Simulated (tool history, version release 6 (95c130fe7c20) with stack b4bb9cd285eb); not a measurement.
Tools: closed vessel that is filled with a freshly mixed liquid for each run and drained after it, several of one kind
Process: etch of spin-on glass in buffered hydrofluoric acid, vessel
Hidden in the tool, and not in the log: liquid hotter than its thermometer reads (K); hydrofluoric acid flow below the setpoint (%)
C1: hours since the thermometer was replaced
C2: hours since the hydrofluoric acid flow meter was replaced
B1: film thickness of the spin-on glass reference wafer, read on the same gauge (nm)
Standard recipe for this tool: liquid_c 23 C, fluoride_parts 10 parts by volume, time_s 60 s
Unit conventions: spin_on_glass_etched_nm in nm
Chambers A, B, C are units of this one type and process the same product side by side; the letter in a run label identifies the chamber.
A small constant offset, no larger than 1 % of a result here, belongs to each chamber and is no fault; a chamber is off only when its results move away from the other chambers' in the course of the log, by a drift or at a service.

Run 1A, hour 6.4: usual settings; C1 385.8; C2 1865.2; B1 100. Result: spin_on_glass_etched_nm 172.4 nm.
Run 2C, hour 19.4: usual settings; C1 430; C2 557.6; B1 100. Result: spin_on_glass_etched_nm 169.46 nm.
Run 3B, hour 33.3: usual settings; C1 1282.3; C2 553; B1 99.991. Result: spin_on_glass_etched_nm 173.42 nm.
Run 4C, hour 43.8: usual settings; C1 454.4; C2 582; B1 99.981. Result: spin_on_glass_etched_nm 171.44 nm.
Run 5B, hour 50.5: usual settings; C1 1299.5; C2 570.2; B1 100.02. Result: spin_on_glass_etched_nm 170.62 nm.
Run 6A, hour 61.1: usual settings; C1 440.5; C2 1919.9; B1 100.01. Result: spin_on_glass_etched_nm 171.67 nm.
Run 7B, hour 70.6: usual settings but fluoride_parts 7 parts by volume; C1 1319.6; C2 590.3; B1 99.993. Result: spin_on_glass_etched_nm 243.34 nm.
Run 8A, hour 84: usual settings but fluoride_parts 7 parts by volume; C1 463.4; C2 1942.8; B1 99.968. Result: spin_on_glass_etched_nm 241.61 nm.
Run 9C, hour 93: usual settings but fluoride_parts 7 parts by volume; C1 503.6; C2 631.2; B1 99.992. Result: spin_on_glass_etched_nm 237.78 nm.
Run 10A, hour 105.9: usual settings; C1 485.3; C2 1964.7; B1 100. Result: spin_on_glass_etched_nm 173.63 nm.
Run 11C, hour 113.4: usual settings; C1 524; C2 651.6; B1 99.981. Result: spin_on_glass_etched_nm 171.83 nm.
Run 12B, hour 120: usual settings; C1 1369; C2 639.7; B1 99.993. Result: spin_on_glass_etched_nm 173.67 nm.
Run 13B, hour 127.8: usual settings; C1 1376.8; C2 647.5; B1 100.02. Result: spin_on_glass_etched_nm 172.81 nm.
Run 14C, hour 137.2: usual settings; C1 547.8; C2 675.4; B1 100.01. Result: spin_on_glass_etched_nm 170.93 nm.
Run 15A, hour 145.2: usual settings; C1 524.6; C2 2004; B1 100.02. Result: spin_on_glass_etched_nm 170.6 nm.
Run 16B, hour 159.3: usual settings; C1 1408.3; C2 679; B1 99.974. Result: spin_on_glass_etched_nm 172.09 nm.
Run 17A, hour 173.7: usual settings but liquid_c 26.5 C, time_s 75 s; C1 553.1; C2 2032.5; B1 100.02. Result: spin_on_glass_etched_nm 262.02 nm.
Run 18C, hour 180.6: usual settings but liquid_c 26.5 C, time_s 75 s; C1 591.2; C2 718.8; B1 100.03. Result: spin_on_glass_etched_nm 258.78 nm.
Run 19A, hour 193.2: usual settings but liquid_c 26.5 C, time_s 75 s; C1 572.6; C2 2052; B1 100.01. Result: spin_on_glass_etched_nm 262.65 nm.
Run 20B, hour 203.2: usual settings but liquid_c 26 C; C1 1452.2; C2 722.9; B1 99.993. Result: spin_on_glass_etched_nm 199.52 nm.
Run 21C, hour 217.7: usual settings but liquid_c 26 C; C1 628.3; C2 755.9; B1 99.996. Result: spin_on_glass_etched_nm 203.62 nm.
Run 22A, hour 228.7: usual settings but liquid_c 26 C; C1 608.1; C2 2087.5; B1 99.977. Result: spin_on_glass_etched_nm 201.52 nm.
Run 23B, hour 236.6: usual settings; C1 1485.6; C2 756.3; B1 100.01. Result: spin_on_glass_etched_nm 167.75 nm.
Run 24C, hour 249.3: usual settings; C1 659.9; C2 787.5; B1 100. Result: spin_on_glass_etched_nm 173.33 nm.
Run 25A, hour 263: usual settings but time_s 95 s; C1 642.4; C2 2121.8; B1 99.994. Result: spin_on_glass_etched_nm 273.36 nm.
Run 26C, hour 277.5: usual settings but time_s 95 s; C1 688.1; C2 815.7; B1 100. Result: spin_on_glass_etched_nm 270.48 nm.
Run 27B, hour 284.3: usual settings but time_s 95 s; C1 1533.3; C2 804; B1 100. Result: spin_on_glass_etched_nm 262.77 nm.
Run 28B, hour 290.8: usual settings; C1 1539.8; C2 810.5; B1 100.01. Result: spin_on_glass_etched_nm 164.6 nm.
Run 29A, hour 301.7: usual settings; C1 681.1; C2 2160.5; B1 99.991. Result: spin_on_glass_etched_nm 172.25 nm.
Run 30C, hour 314.2: usual settings but time_s 40 s; C1 724.8; C2 852.4; B1 100.02. Result: spin_on_glass_etched_nm 115.28 nm.
Run 31A, hour 326.9: usual settings but time_s 40 s; C1 706.3; C2 2185.7; B1 100.01. Result: spin_on_glass_etched_nm 115.32 nm.
Run 32B, hour 338.2: usual settings but time_s 40 s; C1 1587.2; C2 857.9; B1 100.01. Result: spin_on_glass_etched_nm 107.66 nm.
Run 33C, hour 349.3: usual settings; C1 759.9; C2 887.5; B1 100.03. Result: spin_on_glass_etched_nm 169.88 nm.
Run 34B, hour 359.2: usual settings; C1 1608.2; C2 878.9; B1 100.02. Result: spin_on_glass_etched_nm 161.87 nm.
Run 35A, hour 370.8: usual settings; C1 750.2; C2 2229.6; B1 100.02. Result: spin_on_glass_etched_nm 173.51 nm.
Run 36C, hour 378.5: usual settings; C1 789.1; C2 916.7; B1 99.988. Result: spin_on_glass_etched_nm 170.34 nm.
Run 37C, hour 390.6: usual settings; C1 801.2; C2 928.8; B1 100.04. Result: spin_on_glass_etched_nm 173.2 nm.
Run 38B, hour 403.2: usual settings; C1 1652.2; C2 922.9; B1 100.01. Result: spin_on_glass_etched_nm 160.24 nm.
Run 39A, hour 410.5: usual settings but liquid_c 25.5 C, time_s 95 s; C1 789.9; C2 2269.3; B1 100. Result: spin_on_glass_etched_nm 309.62 nm.
Run 40A, hour 425.3: usual settings but liquid_c 25.5 C, time_s 95 s; C1 804.7; C2 2284.1; B1 99.989. Result: spin_on_glass_etched_nm 314.23 nm.

All chambers now run identical settings, listed one chamber a line with results as question marks. What results will each chamber show?
Run 41A, hour 435.8: usual settings. Result: spin_on_glass_etched_nm ?.
Run 41B, hour 435.8: usual settings. Result: spin_on_glass_etched_nm ?.
Run 41C, hour 435.8: usual settings. Result: spin_on_glass_etched_nm ?.

run  spin_on_glass_etched_nm
41A                   171.58
41B                   158.51
41C                   171.29

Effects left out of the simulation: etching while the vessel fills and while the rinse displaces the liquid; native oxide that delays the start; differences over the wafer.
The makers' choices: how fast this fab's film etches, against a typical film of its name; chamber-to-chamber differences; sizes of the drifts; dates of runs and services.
